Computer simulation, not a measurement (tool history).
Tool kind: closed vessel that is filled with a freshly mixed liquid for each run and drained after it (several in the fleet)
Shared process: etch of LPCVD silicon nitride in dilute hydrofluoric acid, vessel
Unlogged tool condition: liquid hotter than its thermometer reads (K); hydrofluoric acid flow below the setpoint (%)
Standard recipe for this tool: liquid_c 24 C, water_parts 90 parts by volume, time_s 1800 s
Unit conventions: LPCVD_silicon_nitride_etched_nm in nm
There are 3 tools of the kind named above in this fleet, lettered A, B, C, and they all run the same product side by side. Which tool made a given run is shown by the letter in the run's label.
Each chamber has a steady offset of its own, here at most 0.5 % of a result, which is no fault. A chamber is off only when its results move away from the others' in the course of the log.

run	hour	liquid_c	water_parts	time_s	hours since the thermometer was replaced	hours since the hydrofluoric acid flow meter was replaced	read-back film thickness of the LPCVD silicon nitride reference wafer, read on the same gauge (nm)	LPCVD_silicon_nitride_etched_nm
1C	3	24	90	1800	2205.7	49.1	129.98	10.284
2A	6.1	24	90	1800	115	1074.2	130.01	10.304
3B	8.6	24	90	1800	1442.4	698.9	130.02	10.235
4B	12.8	24	90	1800	1446.6	703.1	130.01	10.288
5A	15.7	24	90	1800	124.6	1083.8	129.99	10.186
6C	18.9	24	70	1085	2221.6	65	130	7.8925
7B	23.2	24	70	1085	1457	713.5	129.96	7.9361
8C	27.4	24	70	1085	2230.1	73.5	130	7.9123
9A	31.6	24	90	1800	140.5	1099.7	130.03	10.262
10A	33.8	24	90	1800	142.7	1101.9	130.03	10.276
11C	37.8	24	90	1800	2240.5	83.9	129.96	10.278
12B	40.2	24	125	1040	1474	730.5	130	4.2968
13C	42.4	24	125	1040	2245.1	88.5	129.99	4.3606
14B	44.4	24	125	1040	1478.2	734.7	130	4.3674
15A	48.1	24	90	1800	157	1116.2	129.99	10.23
16A	50.9	24	90	1800	159.8	1119	129.99	10.2
17C	53.7	24	90	1800	2256.4	99.8	130	10.324
18B	58.3	24	90	1800	1492.1	748.6	129.98	10.33
19B	62.1	24	90	1800	1495.9	752.4	130.02	10.218
20A	65.9	24	90	1800	174.8	1134	129.99	10.323
21C	69.9	24	90	1800	2272.6	116	130.04	10.28
22B	72.1	24	90	1800	1505.9	762.4	130	10.197
23A	75.6	24	90	1800	184.5	1143.7	129.99	10.254
24C	78.1	24	90	1800	2280.8	124.2	129.98	10.289
25C	82.1	24	90	1800	2284.8	128.2	130	10.29
26B	85.6	24	90	1800	1519.4	775.9	129.98	10.17
27A	89.3	24	90	1800	198.2	1157.4	130.01	10.178
28B	93	24	90	1800	1526.8	783.3	130.03	10.007
29C	96.5	20	105	1800	2299.2	142.6	130.03	6.783
30A	99.8	20	105	1800	208.7	1167.9	129.99	6.8121
31A	103.5	20	105	1800	212.4	1171.6	130.02	6.7969
32C	106.1	24	90	1800	2308.8	152.2	130.01	10.24
33B	110.6	24	90	1800	1544.4	800.9	130	9.984
34B	115	24	90	1800	1548.8	805.3	129.99	10.004
35C	118.2	24	90	1800	2320.9	164.3	130.02	10.229
36A	122.2	24	90	1800	231.1	1190.3	129.98	10.171
37C	125.1	24	125	1800	2327.8	171.2	130.01	7.4428
38B	127.4	24	125	1800	1561.2	817.7	130	7.2417
39A	130.2	24	125	1800	239.1	1198.3	130.03	7.4046
40C	134.7	24	90	1800	2337.4	180.8	130.01	10.27
41B	138.6	24	90	1800	1572.4	828.9	129.99	9.8922

Decide between three cases: one chamber stands off from its peers, the gauge reading all wafers drifts, or nothing is wrong past each chamber's small offset. Where a chamber is off, say which and what most likely put it there.

One chamber, B, drifts off from the rest bit by bit.
Most likely cause: hydrofluoric acid flow below the setpoint (%) = 4.38.
With only this log, it may be confused with: liquid colder than its thermometer reads (K).

Below are 4 candidate recipes for chamber B's next run, each the usual settings with a change, their results shown as question marks. Which of them brings B's results back in line with what the other chambers give on the usual settings?
To be in line, a result may differ from the other chambers' mean on the usual settings by at most: LPCVD_silicon_nitride_etched_nm 0.16 nm
42B-1	141.9	24	90	1740				?
42B-2	141.9	24	90	1865				?
42B-3	141.9	24	90	1790				?
42B-4	141.9	24	90	1810				?

Other chambers, usual settings, mean: LPCVD_silicon_nitride_etched_nm 10.268 nm
run	LPCVD_silicon_nitride_etched_nm
42B-1	9.5621
42B-2	10.249
42B-3	9.8369
42B-4	9.9468
42B-2 puts the chamber back in line with the other chambers.
